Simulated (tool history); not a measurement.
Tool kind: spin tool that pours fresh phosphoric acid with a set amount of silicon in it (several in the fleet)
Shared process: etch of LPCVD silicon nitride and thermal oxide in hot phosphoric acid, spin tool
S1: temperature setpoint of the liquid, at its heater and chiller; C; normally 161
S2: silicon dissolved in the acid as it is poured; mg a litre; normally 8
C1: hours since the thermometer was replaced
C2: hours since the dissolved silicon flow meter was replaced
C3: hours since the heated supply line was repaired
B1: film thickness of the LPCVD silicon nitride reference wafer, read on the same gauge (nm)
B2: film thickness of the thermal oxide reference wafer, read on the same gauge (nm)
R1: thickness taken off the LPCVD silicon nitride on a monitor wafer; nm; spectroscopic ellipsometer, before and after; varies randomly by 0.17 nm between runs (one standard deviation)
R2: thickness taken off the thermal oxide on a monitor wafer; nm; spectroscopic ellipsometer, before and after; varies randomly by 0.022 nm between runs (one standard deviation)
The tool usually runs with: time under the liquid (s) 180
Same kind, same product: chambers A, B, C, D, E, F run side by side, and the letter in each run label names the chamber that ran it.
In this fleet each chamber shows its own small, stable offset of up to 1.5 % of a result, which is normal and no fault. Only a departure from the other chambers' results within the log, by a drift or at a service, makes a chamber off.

Run 1A, hour 4.1: usual settings; C1 1419.6; C2 310.3; C3 1085.4; B1 129.99; B2 90.024. Result: R1 17.795 nm, R2 0.47106 nm.
Run 2C, hour 7.8: usual settings; C1 2416.4; C2 471.8; C3 831.7; B1 129.97; B2 89.966. Result: R1 17.909 nm, R2 0.47689 nm.
Run 3F, hour 10.2: usual settings; C1 1730.1; C2 652.9; C3 905.1; B1 130.01; B2 89.958. Result: R1 17.738 nm, R2 0.44613 nm.
Run 4E, hour 15.3: usual settings; C1 241.4; C2 296.5; C3 615.3; B1 129.96; B2 89.941. Result: R1 18.063 nm, R2 0.4659 nm.
Run 5D, hour 18.3: usual settings; C1 274.7; C2 674.2; C3 724.7; B1 130.02; B2 90.021. Result: R1 17.452 nm, R2 0.47149 nm.
Run 6B, hour 22.3: usual settings; C1 1062.2; C2 884.9; C3 617.1; B1 129.99; B2 90.014. Result: R1 17.524 nm, R2 0.45228 nm.
Run 7B, hour 26.9: usual settings; C1 1066.8; C2 889.5; C3 621.7; B1 130; B2 90.03. Result: R1 17.48 nm, R2 0.45363 nm.
Run 8A, hour 29.6: usual settings; C1 1445.1; C2 335.8; C3 1110.9; B1 129.99; B2 90.004. Result: R1 17.478 nm, R2 0.45182 nm.
At hour 32.8: chamber A: heated supply line repaired.
Run 9E, hour 32.8: usual settings; C1 258.9; C2 314; C3 632.8; B1 130.03; B2 90.024. Result: R1 17.523 nm, R2 0.45888 nm.
Run 10C, hour 36.1: usual settings; C1 2444.7; C2 500.1; C3 860; B1 130; B2 90.014. Result: R1 17.349 nm, R2 0.48224 nm.
At hour 37.3: chamber D: dissolved silicon flow meter replaced.
Run 11D, hour 39.5: usual settings; C1 295.9; C2 2.3; C3 745.9; B1 130.01; B2 89.945. Result: R1 17.539 nm, R2 0.49269 nm.
At hour 40.1: chamber F: thermometer replaced.
Run 12F, hour 44.2: usual settings; C1 4.1; C2 686.9; C3 939.1; B1 129.99; B2 90.044. Result: R1 17.382 nm, R2 0.44202 nm.
Run 13E, hour 47.1: usual settings; C1 273.2; C2 328.3; C3 647.1; B1 130.02; B2 90.014. Result: R1 17.37 nm, R2 0.49537 nm.
Run 14B, hour 52.1: usual settings; C1 1092; C2 914.7; C3 646.9; B1 130.02; B2 90.022. Result: R1 17.909 nm, R2 0.44775 nm.
Run 15C, hour 55.8: usual settings; C1 2464.4; C2 519.8; C3 879.7; B1 129.98; B2 89.983. Result: R1 17.67 nm, R2 0.45028 nm.
Run 16F, hour 58.9: usual settings; C1 18.8; C2 701.6; C3 953.8; B1 129.95; B2 89.99. Result: R1 17.458 nm, R2 0.48698 nm.
Run 17D, hour 63.2: usual settings; C1 319.6; C2 26; C3 769.6; B1 130.04; B2 90.011. Result: R1 17.234 nm, R2 0.44917 nm.
Run 18A, hour 66.4: usual settings but S2 3.5 mg a litre; C1 1481.9; C2 372.6; C3 33.7; B1 130; B2 90.024. Result: R1 17.907 nm, R2 0.52637 nm.
Run 19D, hour 70.4: usual settings but S2 3.5 mg a litre; C1 326.8; C2 33.2; C3 776.8; B1 129.98; B2 90.031. Result: R1 17.109 nm, R2 0.52575 nm.
Run 20B, hour 73.6: usual settings but S2 3.5 mg a litre; C1 1113.5; C2 936.2; C3 668.4; B1 129.99; B2 90.024. Result: R1 17.758 nm, R2 0.50558 nm.
Run 21C, hour 76: usual settings but S2 3.5 mg a litre; C1 2484.6; C2 540; C3 899.9; B1 130.02; B2 89.977. Result: R1 17.454 nm, R2 0.55886 nm.
Run 22A, hour 80.2: usual settings but S2 3.5 mg a litre; C1 1495.7; C2 386.4; C3 47.5; B1 129.98; B2 90.006. Result: R1 17.612 nm, R2 0.54262 nm.
Run 23E, hour 84.7: usual settings but S2 3.5 mg a litre; C1 310.8; C2 365.9; C3 684.7; B1 130; B2 90.008. Result: R1 17.62 nm, R2 0.47716 nm.
Run 24F, hour 87.9: usual settings but S1 163 C, time under the liquid (s) 255; C1 47.8; C2 730.6; C3 982.8; B1 129.99; B2 89.977. Result: R1 26.436 nm, R2 0.79279 nm.
Run 25F, hour 92.8: usual settings but S1 163 C, time under the liquid (s) 255; C1 52.7; C2 735.5; C3 987.7; B1 130.04; B2 90.031. Result: R1 26.331 nm, R2 0.75856 nm.
Run 26E, hour 95.6: usual settings but S1 163 C, time under the liquid (s) 255; C1 321.7; C2 376.8; C3 695.6; B1 129.95; B2 89.969. Result: R1 27.048 nm, R2 0.72754 nm.
Run 27A, hour 98.5: usual settings but S1 163 C, time under the liquid (s) 255; C1 1514; C2 404.7; C3 65.8; B1 129.99; B2 90.042. Result: R1 26.654 nm, R2 0.75081 nm.
Run 28C, hour 101.7: usual settings but S1 163 C, time under the liquid (s) 255; C1 2510.3; C2 565.7; C3 925.6; B1 130.01; B2 90. Result: R1 26.502 nm, R2 0.7778 nm.
Run 29D, hour 104.5: usual settings but S1 163 C, time under the liquid (s) 255; C1 360.9; C2 67.3; C3 810.9; B1 129.99; B2 90.062. Result: R1 26.362 nm, R2 0.70871 nm.
Run 30B, hour 107.5: usual settings; C1 1147.4; C2 970.1; C3 702.3; B1 129.98; B2 90.026. Result: R1 17.767 nm, R2 0.48059 nm.
Run 31A, hour 109.9: usual settings; C1 1525.4; C2 416.1; C3 77.2; B1 130.03; B2 89.984. Result: R1 17.108 nm, R2 0.45366 nm.
Run 32C, hour 112.7: usual settings; C1 2521.3; C2 576.7; C3 936.6; B1 130.02; B2 90.014. Result: R1 17.763 nm, R2 0.4838 nm.
Run 33F, hour 115.9: usual settings; C1 75.8; C2 758.6; C3 1010.8; B1 129.98; B2 89.977. Result: R1 17.39 nm, R2 0.47651 nm.
Run 34B, hour 119.6: usual settings; C1 1159.5; C2 982.2; C3 714.4; B1 129.96; B2 89.979. Result: R1 17.858 nm, R2 0.4454 nm.
Run 35D, hour 123.3: usual settings; C1 379.7; C2 86.1; C3 829.7; B1 130.01; B2 90.005. Result: R1 17.512 nm, R2 0.46233 nm.
Run 36E, hour 127.1: usual settings but S2 13 mg a litre; C1 353.2; C2 408.3; C3 727.1; B1 129.96; B2 89.973. Result: R1 17.793 nm, R2 0.42741 nm.
Run 37B, hour 130.6: usual settings but S2 13 mg a litre; C1 1170.5; C2 993.2; C3 725.4; B1 130.01; B2 89.996. Result: R1 17.587 nm, R2 0.39012 nm.

What goes on in this fleet: one chamber off, a drifting gauge, or nothing beyond the chambers' own small offsets? Name the chamber and the cause, if any.

No chamber stands off beyond its own small offset, and the gauge holds steady.
